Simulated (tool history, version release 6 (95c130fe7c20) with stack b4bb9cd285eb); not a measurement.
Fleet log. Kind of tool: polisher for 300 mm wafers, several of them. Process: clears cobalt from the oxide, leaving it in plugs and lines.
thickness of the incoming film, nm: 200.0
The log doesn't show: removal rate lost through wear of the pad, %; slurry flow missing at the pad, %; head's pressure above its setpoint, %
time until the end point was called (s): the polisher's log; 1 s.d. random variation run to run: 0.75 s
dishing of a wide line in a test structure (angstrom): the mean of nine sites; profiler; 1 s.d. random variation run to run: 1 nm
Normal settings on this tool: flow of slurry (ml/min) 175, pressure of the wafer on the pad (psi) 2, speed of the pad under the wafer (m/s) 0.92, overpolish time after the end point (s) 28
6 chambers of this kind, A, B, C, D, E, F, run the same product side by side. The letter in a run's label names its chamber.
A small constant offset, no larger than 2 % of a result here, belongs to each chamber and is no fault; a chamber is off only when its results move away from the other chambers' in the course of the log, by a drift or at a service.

| run | day | flow of slurry (ml/min) | pressure of the wafer on the pad (psi) | speed of the pad under the wafer (m/s) | overpolish time after the end point (s) | wafers polished on this pad | hours since the slurry nozzle was cleaned | hours since the head pressure was calibrated | time until the end point was called (s) | dishing of a wide line in a test structure (angstrom) |
|---|---|---|---|---|---|---|---|---|---|---|
| 1E | 0.462 | 175 | 2 | 0.92 | 28 | 370 | 559.9 | 903.9 | 50.246 | 535.90 |
| 2F | 0.712 | 175 | 2 | 0.92 | 28 | 698 | 376.7 | 236.7 | 46.655 | 551.08 |
| 3D | 1.196 | 175 | 2 | 0.92 | 28 | 445 | 548.7 | 235.5 | 48.126 | 528.67 |
| 4C | 1.692 | 175 | 2 | 0.92 | 28 | 708 | 98.0 | 106.1 | 47.676 | 529.74 |
|  | 2.004 | chamber B: worn pad replaced by a new one |
| 5B | 2.071 | 175 | 2 | 0.92 | 28 | 20 | 52.1 | 263.6 | 48.055 | 532.72 |
|  | 2.350 | chamber E: slurry nozzle cleaned |
| 6A | 2.579 | 175 | 2 | 0.92 | 28 | 835 | 402.1 | 90.5 | 47.577 | 515.46 |
|  | 2.638 | chamber E: worn pad replaced by a new one |
|  | 2.792 | chamber F: worn pad replaced by a new one |
|  | 2.883 | chamber C: worn pad replaced by a new one |
|  | 2.971 | chamber D: worn pad replaced by a new one |
| 7A | 3.096 | 175 | 2 | 0.92 | 28 | 991 | 414.5 | 102.9 | 48.263 | 534.91 |
| 8C | 3.433 | 175 | 2 | 0.92 | 28 | 166 | 139.8 | 147.9 | 47.050 | 514.98 |
|  | 3.500 | chamber F: slurry nozzle cleaned |
| 9F | 3.900 | 175 | 2 | 0.92 | 28 | 335 | 9.7 | 313.2 | 46.090 | 538.28 |
|  | 4.012 | chamber A: worn pad replaced by a new one |
| 10B | 4.158 | 175 | 2 | 0.92 | 28 | 650 | 102.2 | 313.7 | 46.138 | 521.07 |
| 11D | 4.504 | 175 | 2 | 0.92 | 28 | 463 | 628.1 | 314.9 | 49.153 | 523.66 |
|  | 4.762 | chamber B: worn pad replaced by a new one |
| 12E | 4.925 | 175 | 2 | 0.92 | 15 | 690 | 61.9 | 1011.0 | 47.832 | 394.12 |
| 13F | 5.192 | 175 | 2 | 0.92 | 15 | 724 | 40.7 | 344.2 | 46.056 | 392.84 |
| 14A | 5.604 | 175 | 2 | 0.92 | 15 | 480 | 474.7 | 163.1 | 48.320 | 399.24 |
| 15D | 5.892 | 175 | 2 | 0.92 | 15 | 881 | 661.4 | 348.2 | 48.343 | 385.60 |
|  | 6.104 | chamber D: worn pad replaced by a new one |
|  | 6.208 | chamber E: head pressure recalibrated |
| 16E | 6.208 | 175 | 2 | 0.92 | 15 | 1077 | 92.7 | 0.1 | 48.277 | 396.19 |
| 17C | 6.612 | 175 | 2 | 0.92 | 15 | 1124 | 216.1 | 224.2 | 46.817 | 390.20 |
|  | 6.642 | chamber E: worn pad replaced by a new one |
|  | 7.117 | chamber F: worn pad replaced by a new one |
| 18B | 7.121 | 175 | 2 | 0.92 | 28 | 711 | 173.3 | 384.8 | 47.579 | 534.75 |
|  | 7.488 | chamber A: worn pad replaced by a new one |
|  | 7.500 | chamber C: worn pad replaced by a new one |
| 19D | 7.512 | 175 | 2 | 0.92 | 28 | 425 | 700.3 | 387.1 | 48.231 | 539.22 |
| 20C | 7.996 | 220 | 2 | 1.12 | 28 | 149 | 249.3 | 257.4 | 37.951 | 566.09 |
|  | 8.075 | chamber B: worn pad replaced by a new one |
| 21E | 8.338 | 220 | 2 | 1.12 | 28 | 512 | 143.8 | 51.2 | 38.685 | 565.11 |
| 22A | 8.692 | 220 | 2 | 1.12 | 28 | 364 | 548.8 | 237.2 | 38.639 | 563.06 |
| 23F | 9.025 | 220 | 2 | 1.12 | 28 | 575 | 132.7 | 436.2 | 36.257 | 571.33 |
|  | 9.442 | chamber D: worn pad replaced by a new one |
| 24B | 9.492 | 220 | 2 | 1.12 | 28 | 426 | 230.2 | 441.7 | 36.190 | 565.37 |
| 25C | 9.896 | 220 | 2 | 1.12 | 28 | 722 | 294.9 | 303.0 | 37.136 | 563.12 |
|  | 10.071 | chamber E: worn pad replaced by a new one |
| 26A | 10.321 | 175 | 2 | 0.92 | 28 | 855 | 587.9 | 276.3 | 49.114 | 517.62 |
| 27B | 10.729 | 175 | 2 | 0.92 | 28 | 799 | 259.9 | 471.4 | 45.883 | 546.67 |
|  | 10.792 | chamber F: worn pad replaced by a new one |
| 28D | 11.104 | 175 | 2 | 0.92 | 28 | 502 | 786.5 | 473.3 | 47.286 | 552.17 |
|  | 11.429 | chamber C: worn pad replaced by a new one |
|  | 11.483 | chamber A: worn pad replaced by a new one |
| 29E | 11.529 | 175 | 2 | 0.68 | 40 | 439 | 220.4 | 127.8 | 64.455 | 539.23 |
|  | 11.588 | chamber B: worn pad replaced by a new one |
| 30F | 11.992 | 175 | 2 | 0.68 | 40 | 362 | 203.9 | 507.4 | 62.079 | 560.66 |
| 31C | 12.300 | 175 | 2 | 0.68 | 40 | 262 | 352.6 | 360.7 | 64.092 | 547.25 |
| 32E | 12.721 | 175 | 2 | 0.68 | 40 | 799 | 249.0 | 156.4 | 64.640 | 542.72 |
|  | 12.783 | chamber D: worn pad replaced by a new one |
| 33D | 13.038 | 175 | 2 | 0.68 | 40 | 77 | 832.9 | 519.7 | 64.890 | 552.07 |
| 34F | 13.462 | 175 | 2 | 0.68 | 40 | 805 | 239.2 | 542.7 | 63.316 | 545.17 |
| 35A | 13.883 | 175 | 2 | 0.92 | 28 | 724 | 673.4 | 361.8 | 51.927 | 527.82 |
|  | 14.108 | chamber B: head pressure recalibrated |
|  | 14.175 | chamber E: worn pad replaced by a new one |
| 36B | 14.183 | 175 | 2 | 0.92 | 28 | 782 | 342.8 | 1.9 | 47.032 | 521.06 |
| 37E | 14.550 | 175 | 2 | 0.92 | 28 | 114 | 292.9 | 200.3 | 46.972 | 534.33 |
|  | 14.812 | chamber F: worn pad replaced by a new one |
|  | 14.904 | chamber B: worn pad replaced by a new one |
| 38B | 15.058 | 175 | 2 | 0.92 | 28 | 47 | 363.8 | 22.9 | 47.450 | 514.14 |
| 39F | 15.492 | 175 | 2 | 0.92 | 28 | 205 | 287.9 | 591.4 | 46.872 | 538.36 |

Next, every chamber runs the same settings. What will each give?
| 40A | 15.867 | 175 | 2 | 0.92 | 28 |  |  |  | ? | ? |
| 40B | 15.867 | 175 | 2 | 0.92 | 28 |  |  |  | ? | ? |
| 40C | 15.867 | 175 | 2 | 0.92 | 28 |  |  |  | ? | ? |
| 40D | 15.867 | 175 | 2 | 0.92 | 28 |  |  |  | ? | ? |
| 40E | 15.867 | 175 | 2 | 0.92 | 28 |  |  |  | ? | ? |
| 40F | 15.867 | 175 | 2 | 0.92 | 28 |  |  |  | ? | ? |

| run | time until the end point was called (s) | dishing of a wide line in a test structure (angstrom) |
|---|---|---|
| 40A | 54.238 | 508.14 |
| 40B | 47.197 | 530.23 |
| 40C | 46.845 | 528.46 |
| 40D | 47.661 | 525.42 |
| 40E | 48.342 | 529.12 |
| 40F | 45.326 | 522.54 |
